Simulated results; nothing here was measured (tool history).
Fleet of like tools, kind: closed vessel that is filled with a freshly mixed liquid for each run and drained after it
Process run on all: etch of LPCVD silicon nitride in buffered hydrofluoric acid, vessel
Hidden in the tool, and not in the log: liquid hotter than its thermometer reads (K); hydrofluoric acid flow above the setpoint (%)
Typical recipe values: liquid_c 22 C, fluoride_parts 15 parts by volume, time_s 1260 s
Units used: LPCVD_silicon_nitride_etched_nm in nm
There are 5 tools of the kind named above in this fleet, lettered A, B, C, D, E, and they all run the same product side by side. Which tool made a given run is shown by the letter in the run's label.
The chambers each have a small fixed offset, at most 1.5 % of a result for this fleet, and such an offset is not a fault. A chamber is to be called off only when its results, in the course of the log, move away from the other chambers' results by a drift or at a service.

run,day,liquid_c,fluoride_parts,time_s,hours since the thermometer was replaced,hours since the hydrofluoric acid flow meter was replaced,"read-back film thickness of the LPCVD silicon nitride reference wafer, read on the same gauge (nm)",LPCVD_silicon_nitride_etched_nm
1A,0.162,22,15,1260,2120,758.1,29.958,11.062
2C,0.446,22,15,1260,854.8,827.9,30.033,11.115
3E,0.612,22,15,1260,224.2,510.9,29.995,11.249
4D,0.812,22,15,1260,1056.4,1064,29.987,11.383
5B,1.021,22,15,1260,1786.5,818.9,29.95,11.17
# day 1.229: chamber C: thermometer replaced
6A,1.379,22,15,1260,2149.2,787.3,29.989,11.152
7D,1.704,22,15,1675,1077.8,1085.4,29.992,14.963
8B,2.05,22,15,1675,1811.2,843.6,29.996,14.824
9E,2.358,22,15,1675,266.1,552.8,30.052,14.957
10C,2.575,22,15,1675,32.4,879,30.042,14.773
11C,2.858,22,15,1675,39.2,885.8,30.004,14.88
12B,3.171,22,15,1945,1838.1,870.5,30.043,17.279
13D,3.396,22,15,1945,1118.4,1126,30.001,17.303
14E,3.583,22,15,1945,295.5,582.2,30.002,17.459
15A,3.8,22,15,1945,2207.3,845.4,30.012,17.048
16A,4.079,22,15,1945,2214,852.1,29.979,17.294
17C,4.25,22,15,1260,72.6,919.2,30.036,11.131
18D,4.471,22,15,1260,1144.2,1151.8,29.958,11.322
19E,4.654,22,15,1260,321.2,607.9,29.981,11.23
20B,5.025,22,15,1260,1882.6,915,29.991,11.563
21B,5.292,25,15,1755,1889,921.4,30.044,18.731
22A,5.633,25,15,1755,2251.3,889.4,29.999,18.116
23D,5.829,25,15,1755,1176.8,1184.4,29.995,18.427
24C,6.121,25,15,1755,117.5,964.1,29.985,18.364
25E,6.383,25,15,1755,362.7,649.4,30.025,18.617
26C,6.55,22,15,1260,127.8,974.4,30.042,11.135
27A,6.879,22,15,1540,2281.2,919.3,29.993,13.558
28B,7.071,22,15,1540,1931.7,964.1,30.005,14.434
29D,7.267,22,15,1540,1211.3,1218.9,29.985,13.75
30E,7.504,22,15,1540,389.6,676.3,30.018,13.809
31C,7.667,22,15,1540,154.6,1001.2,29.993,13.666
32E,8.021,22,15,1260,402,688.7,29.973,11.396
33D,8.358,18.5,15,1930,1237.5,1245.1,29.98,14.275

Has any chamber moved away from the others, gradually or after a service, or does the common gauge drift, or do the chambers differ only by their own small steady offsets? State the chamber and the most likely cause if one applies.

It is chamber B that slowly wanders off from its peers.
Cause: hydrofluoric acid flow above the setpoint (%) = 7.4.
The log may not separate it from: liquid hotter than its thermometer reads (K).

Below are 4 candidate recipes for chamber B's next run, each the usual settings with a change, their results shown as question marks. Which of them brings B's results back in line with what the other chambers give on the usual settings?
Allowed miss from the other chambers' usual-settings mean, per result, to count as in line: LPCVD_silicon_nitride_etched_nm 0.24 nm
34B-1,8.629,22,14.5,1315,,,,?
34B-2,8.629,22,15,1425,,,,?
34B-3,8.629,22,15,1110,,,,?
34B-4,8.629,22,15.5,1205,,,,?

Average result of the remaining chambers running the usual settings: LPCVD_silicon_nitride_etched_nm 11.208 nm
run,LPCVD_silicon_nitride_etched_nm
34B-1,12.967
34B-2,13.59
34B-3,10.586
34B-4,11.127
Change 34B-4 lands the chamber within the allowed miss of the other chambers.
